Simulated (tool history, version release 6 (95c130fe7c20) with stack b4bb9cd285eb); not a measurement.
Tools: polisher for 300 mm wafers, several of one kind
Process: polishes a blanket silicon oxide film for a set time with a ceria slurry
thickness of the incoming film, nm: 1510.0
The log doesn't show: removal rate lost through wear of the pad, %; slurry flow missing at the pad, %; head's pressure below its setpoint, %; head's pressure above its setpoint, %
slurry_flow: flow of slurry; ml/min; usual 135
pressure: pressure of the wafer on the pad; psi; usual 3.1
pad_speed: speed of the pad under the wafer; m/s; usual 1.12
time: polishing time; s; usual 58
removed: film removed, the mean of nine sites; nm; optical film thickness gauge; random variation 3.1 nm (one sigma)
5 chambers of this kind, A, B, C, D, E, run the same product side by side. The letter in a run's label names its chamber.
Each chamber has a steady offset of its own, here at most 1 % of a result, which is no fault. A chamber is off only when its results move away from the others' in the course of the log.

| run | hour | slurry_flow | pressure | pad_speed | time | wafers polished on this pad | hours since the slurry nozzle was cleaned | hours since the head pressure was calibrated | removed |
|---|---|---|---|---|---|---|---|---|---|
|  | 5.1 | chamber B: worn pad replaced by a new one |
| 1D | 9.3 | 135 | 3.1 | 1.12 | 58 | 371 | 213.3 | 179.3 | 307.4 |
| 2C | 17.5 | 135 | 3.1 | 1.12 | 58 | 225 | 178.1 | 299.3 | 310.93 |
|  | 21.2 | chamber A: worn pad replaced by a new one |
| 3E | 28.2 | 135 | 3.1 | 1.12 | 58 | 759 | 154.2 | 258.2 | 309.15 |
|  | 34 | chamber D: worn pad replaced by a new one |
| 4A | 36.1 | 135 | 3.1 | 1.12 | 58 | 172 | 234.6 | 260.1 | 313.13 |
| 5B | 43.7 | 135 | 3.1 | 1.12 | 58 | 446 | 336.2 | 213 | 311.39 |
|  | 45.4 | chamber C: worn pad replaced by a new one |
| 6A | 50.1 | 135 | 3.1 | 1.12 | 58 | 334 | 248.6 | 274.1 | 313.26 |
|  | 53.3 | chamber B: worn pad replaced by a new one |
| 7C | 55 | 135 | 3.1 | 1.12 | 58 | 111 | 215.6 | 336.8 | 308.23 |
|  | 60.8 | chamber E: worn pad replaced by a new one |
| 8E | 65.5 | 135 | 3.1 | 1.12 | 58 | 54 | 191.5 | 295.5 | 306.92 |
| 9D | 73.2 | 135 | 3.1 | 1.12 | 58 | 453 | 277.2 | 243.2 | 312.58 |
|  | 73.8 | chamber A: worn pad replaced by a new one |
| 10B | 82.7 | 135 | 3.1 | 1.12 | 58 | 340 | 375.2 | 252 | 306.18 |
| 11B | 88.2 | 135 | 3.1 | 1.12 | 58 | 404 | 380.7 | 257.5 | 312.58 |
|  | 89.5 | chamber D: slurry nozzle cleaned |
|  | 93 | chamber D: worn pad replaced by a new one |
| 12A | 93.7 | 135 | 3.1 | 1.12 | 58 | 230 | 292.2 | 317.7 | 313.79 |
|  | 96.5 | chamber B: worn pad replaced by a new one |
|  | 96.8 | chamber C: worn pad replaced by a new one |
| 13E | 103 | 135 | 3.1 | 1.12 | 58 | 488 | 229 | 333 | 309.08 |
|  | 112.1 | chamber E: head pressure recalibrated |
| 14C | 112.3 | 135 | 3.1 | 1.12 | 58 | 179 | 272.9 | 394.1 | 307.44 |
|  | 117.2 | chamber A: worn pad replaced by a new one |
| 15D | 117.3 | 135 | 3.1 | 1.12 | 58 | 281 | 27.9 | 287.3 | 310.75 |
| 16A | 127.7 | 135 | 3.1 | 1.12 | 58 | 122 | 326.2 | 351.7 | 314.19 |
| 17B | 134.5 | 135 | 3.1 | 1.12 | 58 | 439 | 427 | 303.8 | 307.44 |
|  | 137.6 | chamber B: worn pad replaced by a new one |
| 18E | 140.7 | 135 | 3.1 | 1.12 | 58 | 923 | 266.7 | 28.7 | 315.43 |
| 19D | 145.6 | 135 | 3.1 | 1.12 | 58 | 608 | 56.2 | 315.6 | 302.79 |
|  | 147 | chamber D: head pressure recalibrated |
|  | 150.6 | chamber C: worn pad replaced by a new one |
|  | 151.7 | chamber E: worn pad replaced by a new one |
| 20C | 151.9 | 135 | 3.1 | 1.12 | 58 | 15 | 312.5 | 433.7 | 295.61 |
| 21D | 158.4 | 135 | 3.1 | 1.12 | 58 | 756 | 69 | 11.4 | 307.52 |
|  | 160.3 | chamber A: worn pad replaced by a new one |
|  | 165.8 | chamber D: worn pad replaced by a new one |
| 22A | 168.9 | 135 | 3.1 | 1.12 | 58 | 100 | 367.4 | 392.9 | 307.31 |
| 23B | 176.3 | 135 | 3.1 | 1.12 | 58 | 448 | 468.8 | 345.6 | 308.26 |
|  | 179.5 | chamber B: worn pad replaced by a new one |
| 24E | 183 | 135 | 4 | 1.12 | 58 | 362 | 309 | 71 | 400.21 |
|  | 183.6 | chamber A: slurry nozzle cleaned |
|  | 183.7 | chamber B: head pressure recalibrated |
|  | 190.5 | chamber C: head pressure recalibrated |
|  | 191.3 | chamber C: worn pad replaced by a new one |
| 25C | 191.4 | 135 | 4 | 1.12 | 58 | 1 | 352 | 1 | 376.38 |
| 26A | 196.9 | 135 | 4 | 1.12 | 58 | 423 | 13.4 | 420.9 | 396.02 |
| 27D | 205.7 | 135 | 4 | 1.12 | 58 | 461 | 116.3 | 58.7 | 400.04 |
| 28B | 214 | 135 | 4 | 1.12 | 58 | 399 | 506.5 | 30.3 | 391.03 |
| 29E | 224.2 | 135 | 3.1 | 1.12 | 58 | 838 | 350.2 | 112.2 | 308.05 |
| 30C | 234 | 135 | 3.1 | 1.12 | 58 | 493 | 394.6 | 43.6 | 280.44 |

Next, every chamber runs the same settings. What will each give?
| 31A | 241.9 | 135 | 3.1 | 1.12 | 58 |  |  |  | ? |
| 31B | 241.9 | 135 | 3.1 | 1.12 | 58 |  |  |  | ? |
| 31C | 241.9 | 135 | 3.1 | 1.12 | 58 |  |  |  | ? |
| 31D | 241.9 | 135 | 3.1 | 1.12 | 58 |  |  |  | ? |
| 31E | 241.9 | 135 | 3.1 | 1.12 | 58 |  |  |  | ? |

| run | removed |
|---|---|
| 31A | 314.77 |
| 31B | 302.33 |
| 31C | 271.1 |
| 31D | 307.16 |
| 31E | 301.46 |

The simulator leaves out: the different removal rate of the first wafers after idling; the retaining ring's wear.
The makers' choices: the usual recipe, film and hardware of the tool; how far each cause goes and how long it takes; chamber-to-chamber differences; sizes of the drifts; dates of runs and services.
